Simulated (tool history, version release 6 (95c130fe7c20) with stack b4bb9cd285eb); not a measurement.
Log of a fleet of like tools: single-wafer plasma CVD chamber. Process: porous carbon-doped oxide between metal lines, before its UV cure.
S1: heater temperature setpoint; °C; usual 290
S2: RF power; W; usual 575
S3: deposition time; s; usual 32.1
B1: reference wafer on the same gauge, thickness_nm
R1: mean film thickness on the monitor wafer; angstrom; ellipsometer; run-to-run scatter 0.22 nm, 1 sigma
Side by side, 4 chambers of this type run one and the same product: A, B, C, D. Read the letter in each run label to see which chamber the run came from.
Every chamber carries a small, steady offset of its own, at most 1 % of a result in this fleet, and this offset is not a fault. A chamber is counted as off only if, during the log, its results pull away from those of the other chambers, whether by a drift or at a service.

run 1C hour=3.1 | S1=290 S2=575 S3=32.1 | B1=214.04 | R1=2017.5
run 2B hour=6.8 | S1=290 S2=575 S3=32.1 | B1=214.09 | R1=1998.9
run 3A hour=9.4 | S1=290 S2=575 S3=32.1 | B1=214.16 | R1=2001.3
run 4D hour=12.6 | S1=290 S2=575 S3=32.1 | B1=214.09 | R1=2010.3
run 5C hour=17.7 | S1=290 S2=575 S3=32.1 | B1=214.24 | R1=2016.8
run 6D hour=21.5 | S1=290 S2=575 S3=32.1 | B1=214.19 | R1=2005.7
run 7B hour=25.1 | S1=290 S2=575 S3=32.1 | B1=214.35 | R1=2001.2
run 8A hour=29.6 | S1=290 S2=575 S3=32.1 | B1=214.32 | R1=1999.4
run 9D hour=34.0 | S1=290 S2=575 S3=32.1 | B1=214.39 | R1=2011.5
run 10B hour=36.4 | S1=290 S2=575 S3=32.1 | B1=214.36 | R1=1999.7
run 11C hour=39.9 | S1=290 S2=575 S3=32.1 | B1=214.45 | R1=2020.0
-- hour=40.1 chamber A: thermocouple changed; heater temperature recalibrated
run 12A hour=43.6 | S1=290 S2=575 S3=32.1 | B1=214.50 | R1=1999.4
run 13D hour=48.0 | S1=295 S2=575 S3=32.1 | B1=214.61 | R1=1953.2
run 14B hour=51.2 | S1=295 S2=575 S3=32.1 | B1=214.58 | R1=1943.9
run 15A hour=53.8 | S1=295 S2=575 S3=32.1 | B1=214.62 | R1=1946.2
run 16C hour=56.6 | S1=295 S2=575 S3=32.1 | B1=214.64 | R1=1963.7
run 17A hour=61.0 | S1=290 S2=575 S3=32.1 | B1=214.68 | R1=2009.3
run 18D hour=63.4 | S1=290 S2=575 S3=32.1 | B1=214.74 | R1=2013.4
run 19B hour=67.2 | S1=290 S2=575 S3=32.1 | B1=214.87 | R1=2002.5
run 20C hour=69.7 | S1=290 S2=575 S3=32.1 | B1=214.81 | R1=2024.4
run 21B hour=72.5 | S1=290 S2=575 S3=32.1 | B1=214.86 | R1=2005.5
run 22D hour=75.0 | S1=290 S2=575 S3=32.1 | B1=214.80 | R1=2015.5
run 23A hour=77.9 | S1=290 S2=575 S3=32.1 | B1=214.86 | R1=2004.6
run 24C hour=82.9 | S1=290 S2=575 S3=32.1 | B1=214.90 | R1=2020.9

One chamber off, gauge drift, or nothing amiss beyond the chambers' own small offsets? If it is a chamber, which one, and what is the likeliest cause?

It is the gauge, not a chamber: its drift shows up in every chamber's results at once, and no chamber is off.
What lies behind it: gauge reads high (%) = 0.46.

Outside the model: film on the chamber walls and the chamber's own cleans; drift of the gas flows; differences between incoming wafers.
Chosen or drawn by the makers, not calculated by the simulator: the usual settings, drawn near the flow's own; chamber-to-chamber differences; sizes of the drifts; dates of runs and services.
